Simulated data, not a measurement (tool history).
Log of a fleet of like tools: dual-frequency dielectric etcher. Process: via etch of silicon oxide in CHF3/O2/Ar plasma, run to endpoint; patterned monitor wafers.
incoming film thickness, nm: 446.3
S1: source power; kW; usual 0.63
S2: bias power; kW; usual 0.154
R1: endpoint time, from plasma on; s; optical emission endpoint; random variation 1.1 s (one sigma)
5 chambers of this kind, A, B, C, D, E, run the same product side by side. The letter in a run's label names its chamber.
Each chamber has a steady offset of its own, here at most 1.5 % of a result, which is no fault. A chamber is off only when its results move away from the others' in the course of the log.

run    day    S1     S2      R1
 1B  0.142  0.63  0.154  235.18
 2D  0.404  0.63  0.154  229.92
 3A  0.625  0.63  0.154  231.83
 4C  0.896  0.63  0.154  233.92
     0.946  -- chamber D: wet clean of the chamber
 5E  1.158  0.63  0.154  233.49
 6C  1.421  0.63  0.154  232.64
 7B  1.654  0.63  0.154  235.15
 8D    1.8  0.52  0.171  239.56
 9A  2.029  0.52  0.171  240.98
10E  2.183  0.52  0.171  242.31
11E    2.4  0.52  0.171  243.86
12B  2.617  0.52  0.171  244.75
13C  2.867  0.63  0.154  232.53
14D  3.033  0.63  0.154  230.23
15A  3.271  0.63  0.154  231.57
16E  3.392  0.63  0.154  232.73
     3.475  -- chamber B: wet clean of the chamber
17D  3.521  0.63  0.154  229.95
18B  3.767  0.63  0.154  236.45
19A  3.988  0.47  0.181  243.39
20C  4.162  0.47  0.181  245.48
21D  4.375  0.47  0.181  243.42
22E  4.529  0.47  0.181  244.69
23A  4.662  0.47  0.181  246.17
24B  4.867  0.63  0.154  234.72
25C  5.125  0.63  0.154  232.98
26E  5.342  0.63  0.154  228.81
27C  5.467  0.63  0.154   233.4
28B  5.704  0.63  0.154  236.15
29D  5.971  0.63  0.154  229.38
30A  6.229  0.63  0.154   233.6
31E  6.375  0.63  0.154  225.44
32D  6.604  0.63  0.154  230.65
33B  6.742  0.63  0.154  233.91
34A  6.983  0.58  0.124  256.59
     6.996  -- chamber A: wet clean of the chamber
35C  7.208  0.58  0.124  257.88
36D  7.475  0.58  0.124  253.27
37B  7.712  0.58  0.124   261.2
38C  7.933  0.58  0.124  257.47
39E  8.171  0.63  0.154  223.14
40A  8.438  0.63  0.154  230.54
41C  8.633  0.63  0.154  234.11

What goes on in this fleet: one chamber off, a drifting gauge, or nothing beyond the chambers' own small offsets? Name the chamber and the cause, if any.

Chamber E drifts away from the others.
Cause: etch rate over this chamber's usual, % = 4.8.

Here are 4 candidates for chamber E's next run, each the usual settings with a change, their results left as question marks. Which one brings its results back in line with what the others give on the usual settings?
In line means no further than this from the other chambers' mean on the usual settings: R1 3.7 s
42E-1  8.825  0.56   0.14   ?
42E-2  8.825  0.63  0.174   ?
42E-3  8.825   0.7  0.168   ?
42E-4  8.825  0.63  0.134   ?

The other chambers' mean on the usual settings: R1 232.71 s
  run      R1
42E-1  241.52
42E-2  214.59
42E-3  208.39
42E-4  233.82
42E-4 brings the chamber back in line.

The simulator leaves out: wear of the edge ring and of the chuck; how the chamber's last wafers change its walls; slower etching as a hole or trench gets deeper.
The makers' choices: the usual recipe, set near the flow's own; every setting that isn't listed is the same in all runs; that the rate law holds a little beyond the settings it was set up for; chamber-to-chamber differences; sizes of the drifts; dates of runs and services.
